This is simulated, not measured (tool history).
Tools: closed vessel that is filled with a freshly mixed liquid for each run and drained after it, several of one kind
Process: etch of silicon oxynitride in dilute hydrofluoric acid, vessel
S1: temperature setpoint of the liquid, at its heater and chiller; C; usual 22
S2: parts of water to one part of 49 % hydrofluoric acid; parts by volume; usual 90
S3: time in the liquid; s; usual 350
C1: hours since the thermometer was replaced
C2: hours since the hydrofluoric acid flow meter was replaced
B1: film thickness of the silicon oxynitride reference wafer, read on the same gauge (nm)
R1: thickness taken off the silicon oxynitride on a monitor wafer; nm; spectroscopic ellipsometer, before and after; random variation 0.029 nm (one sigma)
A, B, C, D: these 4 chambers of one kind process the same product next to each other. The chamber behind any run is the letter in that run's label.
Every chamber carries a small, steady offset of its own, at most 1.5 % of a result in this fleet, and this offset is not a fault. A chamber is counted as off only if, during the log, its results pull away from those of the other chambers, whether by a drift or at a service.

| run | hour | S1 | S2 | S3 | C1 | C2 | B1 | R1 |
|---|---|---|---|---|---|---|---|---|
| 1A | 6.9 | 22 | 90 | 350 | 177.2 | 129.5 | 40.005 | 5.6864 |
| 2C | 15.8 | 22 | 90 | 350 | 1104.6 | 1214.1 | 40.005 | 5.5066 |
| 3D | 24.1 | 22 | 90 | 350 | 157.3 | 1028.7 | 40.002 | 5.6014 |
| 4B | 35.6 | 22 | 90 | 350 | 1445.9 | 36.5 | 39.977 | 5.556 |
| 5D | 49.1 | 22 | 90 | 350 | 182.3 | 1053.7 | 40.006 | 5.588 |
| 6A | 58.4 | 22 | 115 | 350 | 228.7 | 181 | 39.99 | 4.3762 |
| 7C | 70.2 | 22 | 115 | 350 | 1159 | 1268.5 | 40.007 | 4.2475 |
| 8B | 82 | 22 | 115 | 350 | 1492.3 | 82.9 | 39.978 | 4.2383 |
| 9A | 97.1 | 22 | 115 | 350 | 267.4 | 219.7 | 40.021 | 4.3555 |
| 10C | 104.5 | 22 | 90 | 350 | 1193.3 | 1302.8 | 40.018 | 5.5492 |
| 11D | 119.3 | 22 | 90 | 350 | 252.5 | 1123.9 | 39.966 | 5.5272 |
| 12B | 129.4 | 22 | 90 | 350 | 1539.7 | 130.3 | 40.002 | 5.4746 |
| 13A | 145.1 | 22 | 90 | 350 | 315.4 | 267.7 | 39.97 | 5.6683 |
| 14B | 160 | 22 | 90 | 350 | 1570.3 | 160.9 | 40.018 | 5.5437 |
| 15D | 169.5 | 22 | 90 | 350 | 302.7 | 1174.1 | 40.04 | 5.5369 |
| 16C | 180.5 | 22 | 90 | 350 | 1269.3 | 1378.8 | 39.972 | 5.5751 |
| 17B | 187.9 | 22 | 90 | 350 | 1598.2 | 188.8 | 39.988 | 5.4909 |
| 18C | 202.4 | 22 | 90 | 350 | 1291.2 | 1400.7 | 39.987 | 5.5174 |
| 19D | 213.9 | 22 | 90 | 350 | 347.1 | 1218.5 | 40.028 | 5.5637 |
| 20A | 225.6 | 22 | 90 | 350 | 395.9 | 348.2 | 39.995 | 5.7239 |
| 21B | 235.7 | 27 | 110 | 350 | 1646 | 236.6 | 40.065 | 5.4798 |
| 22A | 244.9 | 27 | 110 | 350 | 415.2 | 367.5 | 39.987 | 5.7465 |
| 23D | 253.6 | 27 | 110 | 350 | 386.8 | 1258.2 | 40.036 | 5.6514 |
| 24C | 268.9 | 27 | 110 | 350 | 1357.7 | 1467.2 | 39.973 | 5.6417 |
| 25B | 282.3 | 22 | 90 | 350 | 1692.6 | 283.2 | 39.978 | 5.3517 |
| 26A | 295.2 | 22 | 90 | 350 | 465.5 | 417.8 | 40.001 | 5.633 |
| 27D | 307.1 | 22 | 90 | 350 | 440.3 | 1311.7 | 40.005 | 5.5296 |
| 28C | 319.9 | 22 | 90 | 350 | 1408.7 | 1518.2 | 39.974 | 5.6273 |
| 29D | 333.2 | 22 | 90 | 350 | 466.4 | 1337.8 | 40.022 | 5.5089 |
| 30C | 347.9 | 22 | 90 | 350 | 1436.7 | 1546.2 | 40.015 | 5.5465 |
| 31A | 362 | 22 | 130 | 485 | 532.3 | 484.6 | 39.976 | 5.2625 |
| 32B | 375.2 | 22 | 130 | 485 | 1785.5 | 376.1 | 39.972 | 4.9558 |
| 33A | 383 | 22 | 130 | 485 | 553.3 | 505.6 | 39.999 | 5.2787 |
| 34D | 394.1 | 22 | 130 | 485 | 527.3 | 1398.7 | 39.989 | 5.1256 |
| 35C | 408.5 | 22 | 90 | 350 | 1497.3 | 1606.8 | 40.011 | 5.551 |

Each of the 4 chambers runs these same settings next. Fill in every chamber's results:
| 36A | 419.8 | 22 | 90 | 350 |  |  |  | ? |
| 36B | 419.8 | 22 | 90 | 350 |  |  |  | ? |
| 36C | 419.8 | 22 | 90 | 350 |  |  |  | ? |
| 36D | 419.8 | 22 | 90 | 350 |  |  |  | ? |

| run | R1 |
|---|---|
| 36A | 5.6452 |
| 36B | 5.2213 |
| 36C | 5.5748 |
| 36D | 5.5766 |
